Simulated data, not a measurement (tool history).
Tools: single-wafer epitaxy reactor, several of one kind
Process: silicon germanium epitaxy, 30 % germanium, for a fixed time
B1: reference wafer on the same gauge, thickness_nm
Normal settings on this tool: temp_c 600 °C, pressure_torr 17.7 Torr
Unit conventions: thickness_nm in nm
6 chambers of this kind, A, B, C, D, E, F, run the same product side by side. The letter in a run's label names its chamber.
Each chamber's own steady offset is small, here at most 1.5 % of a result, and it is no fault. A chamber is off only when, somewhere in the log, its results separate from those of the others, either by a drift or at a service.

{"run": "1C", "hour": 8.8, "temp_c": 600, "pressure_torr": 17.7, "B1": 62.198, "thickness_nm": 56.829}
{"run": "2B", "hour": 21.3, "temp_c": 600, "pressure_torr": 17.7, "B1": 62.185, "thickness_nm": 55.478}
{"run": "3D", "hour": 29.9, "temp_c": 600, "pressure_torr": 17.7, "B1": 62.162, "thickness_nm": 55.809}
{"run": "4A", "hour": 36.9, "temp_c": 600, "pressure_torr": 17.7, "B1": 62.171, "thickness_nm": 56.02}
{"run": "5E", "hour": 44.5, "temp_c": 600, "pressure_torr": 17.7, "B1": 62.152, "thickness_nm": 55.592}
{"run": "6F", "hour": 58.0, "temp_c": 600, "pressure_torr": 17.7, "B1": 62.144, "thickness_nm": 56.526}
{"run": "7E", "hour": 72.4, "temp_c": 600, "pressure_torr": 17.7, "B1": 62.151, "thickness_nm": 55.659}
{"run": "8C", "hour": 80.1, "temp_c": 600, "pressure_torr": 17.7, "B1": 62.144, "thickness_nm": 56.671}
{"run": "9B", "hour": 87.2, "temp_c": 600, "pressure_torr": 17.7, "B1": 62.151, "thickness_nm": 55.388}
{"hour": 95.5, "done": "chamber B: pyrometer calibrated"}
{"run": "10A", "hour": 96.1, "temp_c": 600, "pressure_torr": 17.7, "B1": 62.131, "thickness_nm": 56.161}
{"run": "11D", "hour": 105.4, "temp_c": 600, "pressure_torr": 17.7, "B1": 62.116, "thickness_nm": 55.884}
{"run": "12F", "hour": 112.8, "temp_c": 600, "pressure_torr": 17.7, "B1": 62.125, "thickness_nm": 56.448}
{"run": "13F", "hour": 123.9, "temp_c": 600, "pressure_torr": 17.7, "B1": 62.1, "thickness_nm": 56.454}
{"run": "14C", "hour": 135.9, "temp_c": 600, "pressure_torr": 17.7, "B1": 62.101, "thickness_nm": 56.636}
{"run": "15B", "hour": 142.6, "temp_c": 592, "pressure_torr": 17.7, "B1": 62.07, "thickness_nm": 47.762}
{"run": "16A", "hour": 152.7, "temp_c": 592, "pressure_torr": 17.7, "B1": 62.073, "thickness_nm": 48.347}
{"run": "17D", "hour": 159.2, "temp_c": 592, "pressure_torr": 17.7, "B1": 62.06, "thickness_nm": 48.132}
{"run": "18E", "hour": 170.0, "temp_c": 592, "pressure_torr": 17.7, "B1": 62.046, "thickness_nm": 48.06}
{"run": "19A", "hour": 180.0, "temp_c": 592, "pressure_torr": 17.7, "B1": 62.07, "thickness_nm": 48.381}
{"run": "20B", "hour": 191.9, "temp_c": 592, "pressure_torr": 17.7, "B1": 62.052, "thickness_nm": 47.745}
{"run": "21E", "hour": 205.6, "temp_c": 600, "pressure_torr": 17.7, "B1": 62.038, "thickness_nm": 55.622}
{"run": "22D", "hour": 218.0, "temp_c": 600, "pressure_torr": 17.7, "B1": 62.016, "thickness_nm": 55.692}
{"run": "23F", "hour": 228.7, "temp_c": 600, "pressure_torr": 17.7, "B1": 62.022, "thickness_nm": 56.474}
{"run": "24C", "hour": 238.3, "temp_c": 600, "pressure_torr": 17.7, "B1": 62.014, "thickness_nm": 56.557}
{"run": "25F", "hour": 245.5, "temp_c": 595, "pressure_torr": 20, "B1": 61.992, "thickness_nm": 54.039}
{"run": "26A", "hour": 255.5, "temp_c": 595, "pressure_torr": 20, "B1": 62, "thickness_nm": 53.595}
{"run": "27B", "hour": 265.0, "temp_c": 595, "pressure_torr": 20, "B1": 61.972, "thickness_nm": 52.988}
{"run": "28C", "hour": 274.2, "temp_c": 595, "pressure_torr": 20, "B1": 61.993, "thickness_nm": 54.068}
{"run": "29E", "hour": 286.7, "temp_c": 595, "pressure_torr": 20, "B1": 61.949, "thickness_nm": 53.16}
{"run": "30D", "hour": 300.4, "temp_c": 595, "pressure_torr": 20, "B1": 61.959, "thickness_nm": 53.308}
{"hour": 308.2, "done": "chamber E: pyrometer calibrated"}
{"run": "31B", "hour": 310.5, "temp_c": 600, "pressure_torr": 17.7, "B1": 61.953, "thickness_nm": 55.163}
{"run": "32D", "hour": 318.8, "temp_c": 611, "pressure_torr": 14.2, "B1": 61.935, "thickness_nm": 62.254}
{"run": "33A", "hour": 330.0, "temp_c": 611, "pressure_torr": 14.2, "B1": 61.917, "thickness_nm": 62.511}
{"run": "34C", "hour": 342.0, "temp_c": 611, "pressure_torr": 14.2, "B1": 61.946, "thickness_nm": 63.243}
{"run": "35F", "hour": 354.0, "temp_c": 611, "pressure_torr": 14.2, "B1": 61.917, "thickness_nm": 62.914}
{"run": "36E", "hour": 362.6, "temp_c": 611, "pressure_torr": 14.2, "B1": 61.898, "thickness_nm": 61.771}
{"run": "37F", "hour": 368.9, "temp_c": 611, "pressure_torr": 14.2, "B1": 61.901, "thickness_nm": 62.783}
{"run": "38E", "hour": 380.2, "temp_c": 600, "pressure_torr": 17.7, "B1": 61.881, "thickness_nm": 55.391}
{"run": "39B", "hour": 390.5, "temp_c": 600, "pressure_torr": 17.7, "B1": 61.876, "thickness_nm": 55.084}
{"run": "40D", "hour": 398.2, "temp_c": 600, "pressure_torr": 17.7, "B1": 61.874, "thickness_nm": 55.762}
{"run": "41A", "hour": 406.3, "temp_c": 600, "pressure_torr": 17.7, "B1": 61.893, "thickness_nm": 55.834}
{"run": "42C", "hour": 416.8, "temp_c": 600, "pressure_torr": 17.7, "B1": 61.884, "thickness_nm": 56.412}

One chamber off, gauge drift, or nothing amiss beyond the chambers' own small offsets? If it is a chamber, which one, and what is the likeliest cause?

Every chamber seems to shift together because the gauge that measures them all drifts; the chambers themselves are fine.
Likeliest cause: gauge reads low (%) = 0.553.
